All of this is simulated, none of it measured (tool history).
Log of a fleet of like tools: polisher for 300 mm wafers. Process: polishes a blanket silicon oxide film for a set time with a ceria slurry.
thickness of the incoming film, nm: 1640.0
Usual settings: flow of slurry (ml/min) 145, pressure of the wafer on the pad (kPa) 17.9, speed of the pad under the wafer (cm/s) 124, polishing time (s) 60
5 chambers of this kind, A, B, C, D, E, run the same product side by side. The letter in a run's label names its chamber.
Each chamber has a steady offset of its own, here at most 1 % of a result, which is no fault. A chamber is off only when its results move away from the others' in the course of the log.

run	day	flow of slurry (ml/min)	pressure of the wafer on the pad (kPa)	speed of the pad under the wafer (cm/s)	polishing time (s)	wafers polished on this pad	hours since the slurry nozzle was cleaned	hours since the head pressure was calibrated	film removed (Å)
1E	0.183	145	17.9	124	60	867	72.2	374.5	2689.8
2B	0.321	145	17.9	124	60	1043	81.3	387.1	2747.4
3A	0.488	145	17.9	124	60	560	152.9	1050.9	2759.7
# day 0.696: chamber B: worn pad replaced by a new one
4D	0.729	145	17.9	124	60	530	541.8	83.2	2702.7
# day 0.792: chamber C: worn pad replaced by a new one
# day 0.821: chamber D: worn pad replaced by a new one
# day 0.879: chamber E: worn pad replaced by a new one
5C	0.958	145	17.9	124	60	46	362.9	923.7	2715.6
6A	1.096	145	17.9	124	60	728	167.5	1065.5	2723.1
7E	1.296	170	11.7	124	60	115	98.9	401.2	1820.3
8B	1.550	170	11.7	124	60	234	110.8	416.6	1778.1
9C	1.708	170	11.7	124	60	252	380.9	941.7	1827.5
10D	1.908	170	11.7	124	60	298	570.1	111.5	1812.3
11B	2.129	170	11.7	124	60	394	124.7	430.5	1897.2
# day 2.212: chamber A: worn pad replaced by a new one
12A	2.425	145	17.9	124	60	58	199.4	1097.4	2660.4
13E	2.575	145	17.9	124	60	466	129.6	431.9	2707.1
# day 2.846: chamber D: worn pad replaced by a new one
14D	2.854	145	17.9	124	60	3	592.8	134.2	2761.2
15C	2.996	145	17.9	144	46	606	411.8	972.6	2382.9
16E	3.129	145	17.9	144	46	618	142.9	445.2	2402.6
17D	3.417	145	17.9	144	46	157	606.3	147.7	2460.3
# day 3.683: chamber C: worn pad replaced by a new one
18C	3.692	145	17.9	144	46	2	428.5	989.3	2401.7
19B	3.950	145	17.9	144	46	894	168.4	474.2	2390.1
# day 4.200: chamber E: worn pad replaced by a new one
20A	4.217	145	17.9	124	60	550	242.4	1140.4	2664.7
21A	4.458	145	17.9	124	60	617	248.2	1146.2	2683.9
22E	4.725	145	23.4	124	60	145	181.2	483.5	3667.6
# day 4.875: chamber D: worn pad replaced by a new one
# day 4.888: chamber B: worn pad replaced by a new one
23B	4.938	145	23.4	124	60	14	192.1	497.9	3460.1
24D	5.183	145	23.4	124	60	85	648.7	190.1	3494.0
25C	5.421	145	23.4	124	60	477	470.0	1030.8	3520.1
26A	5.592	145	23.4	124	60	928	275.4	1173.4	3534.7
27E	5.779	145	17.9	124	60	434	206.5	508.8	2684.4
# day 5.971: chamber B: slurry nozzle cleaned
28B	5.996	145	17.9	124	60	305	0.6	523.3	2742.8
29D	6.229	165	14.5	124	60	373	673.8	215.2	2287.2
# day 6.246: chamber E: slurry nozzle cleaned
# day 6.275: chamber A: worn pad replaced by a new one
# day 6.325: chamber D: slurry nozzle cleaned
30C	6.421	165	14.5	124	60	752	494.0	1054.8	2310.2
31B	6.567	165	14.5	124	60	462	14.3	537.0	2228.9
32A	6.708	165	14.5	124	60	119	302.2	1200.2	2265.2
# day 6.812: chamber C: worn pad replaced by a new one
33C	6.842	165	14.5	124	60	9	504.1	1064.9	2226.1
# day 6.888: chamber D: worn pad replaced by a new one
34E	7.062	145	12.4	124	51	787	19.7	539.6	1605.5
35D	7.262	145	12.4	124	51	103	22.6	240.0	1586.3
36A	7.496	145	12.4	124	51	335	321.1	1219.1	1598.0
37C	7.662	145	12.4	124	51	234	523.8	1084.6	1563.6

Is one chamber off against the others, does the gauge drift, or is nothing wrong? If a chamber is off, say which, and what the likeliest cause is.

No chamber stands off beyond its own small offset, and the gauge holds steady.
